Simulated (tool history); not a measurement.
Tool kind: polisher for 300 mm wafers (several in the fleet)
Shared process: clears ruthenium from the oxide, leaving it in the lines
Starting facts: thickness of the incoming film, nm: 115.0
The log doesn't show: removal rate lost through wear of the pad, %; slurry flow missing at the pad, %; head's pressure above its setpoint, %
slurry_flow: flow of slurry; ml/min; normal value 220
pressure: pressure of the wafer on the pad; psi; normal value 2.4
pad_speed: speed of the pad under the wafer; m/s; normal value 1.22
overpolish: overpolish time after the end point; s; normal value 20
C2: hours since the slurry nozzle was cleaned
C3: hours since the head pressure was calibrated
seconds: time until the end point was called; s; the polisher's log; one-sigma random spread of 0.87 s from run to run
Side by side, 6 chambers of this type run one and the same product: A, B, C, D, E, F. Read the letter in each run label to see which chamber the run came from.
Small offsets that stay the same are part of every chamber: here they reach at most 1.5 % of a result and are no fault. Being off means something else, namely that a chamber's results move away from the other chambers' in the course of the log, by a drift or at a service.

At hour 1.7: chamber F: worn pad replaced by a new one.
Run 1F, hour 5.8: usual settings; wafers polished on this pad 24; C2 472.1; C3 744.7. Result: seconds 82.454 s.
Run 2A, hour 9.3: usual settings; wafers polished on this pad 244; C2 517.8; C3 1303.8. Result: seconds 80.421 s.
Run 3B, hour 15.1: usual settings; wafers polished on this pad 603; C2 21.4; C3 1205.7. Result: seconds 82.180 s.
Run 4D, hour 19.6: usual settings; wafers polished on this pad 1023; C2 143.0; C3 235.6. Result: seconds 80.892 s.
Run 5E, hour 23.9: usual settings; wafers polished on this pad 397; C2 110.7; C3 556.8. Result: seconds 82.782 s.
At hour 26.0: chamber B: worn pad replaced by a new one.
Run 6C, hour 27.8: usual settings; wafers polished on this pad 543; C2 149.2; C3 1006.8. Result: seconds 82.834 s.
Run 7F, hour 33.2: usual settings; wafers polished on this pad 189; C2 499.5; C3 772.1. Result: seconds 81.853 s.
Run 8A, hour 36.8: usual settings but slurry_flow 160 ml/min, pad_speed 1.58 m/s; wafers polished on this pad 409; C2 545.3; C3 1331.3. Result: seconds 64.837 s.
At hour 39.3: chamber D: worn pad replaced by a new one.
Run 9D, hour 41.9: usual settings but slurry_flow 160 ml/min, pad_speed 1.58 m/s; wafers polished on this pad 15; C2 165.3; C3 257.9. Result: seconds 65.975 s.
At hour 42.1: chamber C: worn pad replaced by a new one.
Run 10C, hour 44.8: usual settings but slurry_flow 160 ml/min, pad_speed 1.58 m/s; wafers polished on this pad 16; C2 166.2; C3 1023.8. Result: seconds 66.362 s.
Run 11E, hour 50.6: usual settings but slurry_flow 160 ml/min, pad_speed 1.58 m/s; wafers polished on this pad 558; C2 137.4; C3 583.5. Result: seconds 66.357 s.
Run 12B, hour 56.4: usual settings but slurry_flow 160 ml/min, pad_speed 1.58 m/s; wafers polished on this pad 182; C2 62.7; C3 1247.0. Result: seconds 65.218 s.
Run 13D, hour 60.5: usual settings but slurry_flow 160 ml/min, pad_speed 1.58 m/s; wafers polished on this pad 127; C2 183.9; C3 276.5. Result: seconds 66.101 s.
At hour 64.6: chamber F: slurry nozzle cleaned.
Run 14C, hour 66.1: usual settings but pressure 3.1 psi, pad_speed 0.88 m/s; wafers polished on this pad 144; C2 187.5; C3 1045.1. Result: seconds 86.965 s.
Run 15E, hour 69.0: usual settings but pressure 3.1 psi, pad_speed 0.88 m/s; wafers polished on this pad 668; C2 155.8; C3 601.9. Result: seconds 87.676 s.
Run 16B, hour 73.1: usual settings but pressure 3.1 psi, pad_speed 0.88 m/s; wafers polished on this pad 283; C2 79.4; C3 1263.7. Result: seconds 89.663 s.
Run 17A, hour 75.8: usual settings but pressure 3.1 psi, pad_speed 0.88 m/s; wafers polished on this pad 644; C2 584.3; C3 1370.3. Result: seconds 86.205 s.
Run 18F, hour 79.2: usual settings but pressure 3.1 psi, pad_speed 0.88 m/s; wafers polished on this pad 466; C2 14.6; C3 818.1. Result: seconds 86.964 s.
At hour 84.3: chamber C: head pressure recalibrated.
Run 19F, hour 85.0: usual settings but pressure 3.1 psi, pad_speed 0.88 m/s; wafers polished on this pad 500; C2 20.4; C3 823.9. Result: seconds 88.408 s.
Run 20D, hour 87.8: usual settings; wafers polished on this pad 291; C2 211.2; C3 303.8. Result: seconds 80.813 s.
At hour 90.2: chamber A: head pressure recalibrated.
Run 21E, hour 92.7: usual settings but overpolish 16 s; wafers polished on this pad 811; C2 179.5; C3 625.6. Result: seconds 80.699 s.
Run 22C, hour 95.8: usual settings but overpolish 16 s; wafers polished on this pad 323; C2 217.2; C3 11.5. Result: seconds 82.540 s.
Run 23A, hour 98.5: usual settings but overpolish 16 s; wafers polished on this pad 780; C2 607.0; C3 8.3. Result: seconds 72.276 s.
Run 24B, hour 103.1: usual settings but overpolish 16 s; wafers polished on this pad 463; C2 109.4; C3 1293.7. Result: seconds 81.719 s.
Run 25F, hour 108.1: usual settings but overpolish 16 s; wafers polished on this pad 639; C2 43.5; C3 847.0. Result: seconds 82.068 s.
At hour 113.0: chamber B: worn pad replaced by a new one.
Run 26A, hour 114.0: usual settings but overpolish 16 s; wafers polished on this pad 873; C2 622.5; C3 23.8. Result: seconds 73.645 s.
Run 27D, hour 118.4: usual settings; wafers polished on this pad 475; C2 241.8; C3 334.4. Result: seconds 81.709 s.
At hour 118.5: chamber E: worn pad replaced by a new one.
Run 28C, hour 124.0: usual settings but slurry_flow 290 ml/min, pad_speed 1.44 m/s; wafers polished on this pad 492; C2 245.4; C3 39.7. Result: seconds 67.608 s.
At hour 124.8: chamber C: slurry nozzle cleaned.
Run 29E, hour 129.9: usual settings but slurry_flow 290 ml/min, pad_speed 1.44 m/s; wafers polished on this pad 69; C2 216.7; C3 662.8. Result: seconds 68.245 s.
Run 30B, hour 134.7: usual settings but slurry_flow 290 ml/min, pad_speed 1.44 m/s; wafers polished on this pad 130; C2 141.0; C3 1325.3. Result: seconds 67.053 s.
Run 31E, hour 140.1: usual settings but slurry_flow 290 ml/min, pad_speed 1.44 m/s; wafers polished on this pad 130; C2 226.9; C3 673.0. Result: seconds 66.720 s.
Run 32C, hour 144.5: usual settings but slurry_flow 290 ml/min, pad_speed 1.44 m/s; wafers polished on this pad 615; C2 19.8; C3 60.2. Result: seconds 67.606 s.
Run 33A, hour 149.9: usual settings but slurry_flow 290 ml/min, pad_speed 1.44 m/s; wafers polished on this pad 1089; C2 658.4; C3 59.7. Result: seconds 61.186 s.
Run 34F, hour 153.6: usual settings; wafers polished on this pad 913; C2 89.0; C3 892.5. Result: seconds 80.599 s.
Run 35D, hour 158.8: usual settings; wafers polished on this pad 718; C2 282.2; C3 374.8. Result: seconds 83.192 s.
Run 36B, hour 163.6: usual settings; wafers polished on this pad 304; C2 169.9; C3 1354.2. Result: seconds 81.446 s.
Run 37B, hour 168.2: usual settings; wafers polished on this pad 332; C2 174.5; C3 1358.8. Result: seconds 81.616 s.
At hour 170.8: chamber E: slurry nozzle cleaned.
Run 38E, hour 172.5: usual settings; wafers polished on this pad 325; C2 1.8; C3 705.4. Result: seconds 80.342 s.
At hour 173.1: chamber A: worn pad replaced by a new one.
Run 39A, hour 175.8: usual settings; wafers polished on this pad 16; C2 684.3; C3 85.6. Result: seconds 72.386 s.

Has any chamber moved away from the others, gradually or after a service, or does the common gauge drift, or do the chambers differ only by their own small steady offsets? State the chamber and the most likely cause if one applies.

After it was serviced, chamber A no longer matches the other chambers.
Likeliest cause: head's pressure above its setpoint, % = 11.1.

Chamber A could run next with any of the 4 candidate recipes listed below; each alters the usual settings, and their results appear as question marks. Which one brings its results back in line with what the other chambers deliver on the usual settings?
In-line tolerance around the mean of the other chambers on the usual settings: seconds 3.100 s
Run 40A-1, hour 180.0: usual settings but pressure 2.3 psi, pad_speed 1.14 m/s. Result: seconds ?.
Run 40A-2, hour 180.0: usual settings but pad_speed 1.28 m/s. Result: seconds ?.
Run 40A-3, hour 180.0: usual settings but pressure 2.5 psi, pad_speed 1.30 m/s. Result: seconds ?.
Run 40A-4, hour 180.0: usual settings but pressure 2.3 psi, pad_speed 1.20 m/s. Result: seconds ?.

On the usual settings, the other chambers give on average: seconds 81.714 s
  run  seconds
40A-1   80.615
40A-2   68.833
40A-3   65.034
40A-4   76.620
40A-1 is the one that brings the chamber's results back in line with the other chambers.
